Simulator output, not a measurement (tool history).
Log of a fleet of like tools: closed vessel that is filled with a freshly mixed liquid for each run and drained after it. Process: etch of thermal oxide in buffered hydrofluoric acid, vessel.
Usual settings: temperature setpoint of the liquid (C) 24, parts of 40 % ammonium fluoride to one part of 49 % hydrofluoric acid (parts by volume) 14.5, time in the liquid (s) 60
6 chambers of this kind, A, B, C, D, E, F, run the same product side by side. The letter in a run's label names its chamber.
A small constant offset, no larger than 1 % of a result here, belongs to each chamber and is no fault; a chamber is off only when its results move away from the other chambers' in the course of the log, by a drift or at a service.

run,hour,temperature setpoint of the liquid (C),parts of 40 % ammonium fluoride to one part of 49 % hydrofluoric acid (parts by volume),time in the liquid (s),"read-back film thickness of the thermal oxide reference wafer, read on the same gauge (nm)",thickness taken off the thermal oxide on a monitor wafer (nm)
1C,10.9,24,14.5,60,109.99,47.865
2F,24.9,24,14.5,60,110.01,47.564
3E,39.4,24,14.5,60,110.02,47.189
4D,51.2,24,14.5,60,109.98,47.936
5B,58.2,24,14.5,60,109.99,47.330
6A,72.6,24,14.5,60,110.00,47.406
7E,83.3,24,14.5,60,110.01,47.880
# hour 86.2: chamber B: thermometer replaced
8B,98.5,21,14.5,60,110.01,40.174
9A,111.9,21,14.5,60,110.01,39.928
10D,123.6,21,14.5,60,110.03,40.399
11F,136.9,21,14.5,60,109.99,40.021
12C,145.7,21,14.5,60,109.96,40.197
13D,156.7,21,14.5,60,110.04,40.678
14F,167.9,24,14.5,60,110.00,47.725
15A,183.5,24,14.5,60,110.03,47.545
16B,194.8,24,14.5,60,110.01,47.413
17E,202.8,24,14.5,60,109.99,47.317
18C,213.7,24,14.5,35,110.01,28.014
19C,226.2,24,14.5,35,109.96,27.898
20A,240.1,24,14.5,35,109.99,27.491
21D,254.0,24,14.5,35,110.01,27.686
22B,261.2,24,14.5,35,110.00,27.781
23F,271.0,24,14.5,35,110.00,27.940
24E,283.1,24,14.5,35,110.01,27.628
25E,290.1,24,14.5,35,110.01,27.577
26B,305.6,24,14.5,35,110.00,27.521
27F,317.8,24,14.5,35,110.02,27.547
28A,332.6,24,14.5,35,110.00,27.550
29D,343.0,24,14.5,35,109.99,27.570
30C,353.1,24,14.5,60,110.00,47.691
# hour 357.9: chamber E: hydrofluoric acid flow meter replaced
31F,360.7,24,14.5,60,109.96,47.705
32C,368.4,26,14.5,50,109.99,44.318
33B,380.3,26,14.5,50,109.99,43.915
34D,390.3,26,14.5,50,109.99,43.960
35A,403.2,26,14.5,50,110.04,43.832
36E,415.4,26,14.5,50,109.95,44.045
37C,431.3,26,14.5,50,110.01,44.689
38A,445.5,27,14.5,90,109.99,83.934
39E,456.6,27,14.5,90,110.00,83.879
40B,467.6,27,14.5,90,110.00,83.715
41F,482.7,27,14.5,90,110.05,84.166
42D,492.8,27,14.5,90,110.05,83.833
43C,508.5,27,14.5,90,110.01,84.004
44E,523.4,24,14.5,60,110.00,47.367

Each of the 6 chambers runs these same settings next. Fill in every chamber's results:
45A,534.9,24,14.5,60,,?
45B,534.9,24,14.5,60,,?
45C,534.9,24,14.5,60,,?
45D,534.9,24,14.5,60,,?
45E,534.9,24,14.5,60,,?
45F,534.9,24,14.5,60,,?

run,thickness taken off the thermal oxide on a monitor wafer (nm)
45A,47.540
45B,47.386
45C,47.805
45D,47.625
45E,48.197
45F,47.978

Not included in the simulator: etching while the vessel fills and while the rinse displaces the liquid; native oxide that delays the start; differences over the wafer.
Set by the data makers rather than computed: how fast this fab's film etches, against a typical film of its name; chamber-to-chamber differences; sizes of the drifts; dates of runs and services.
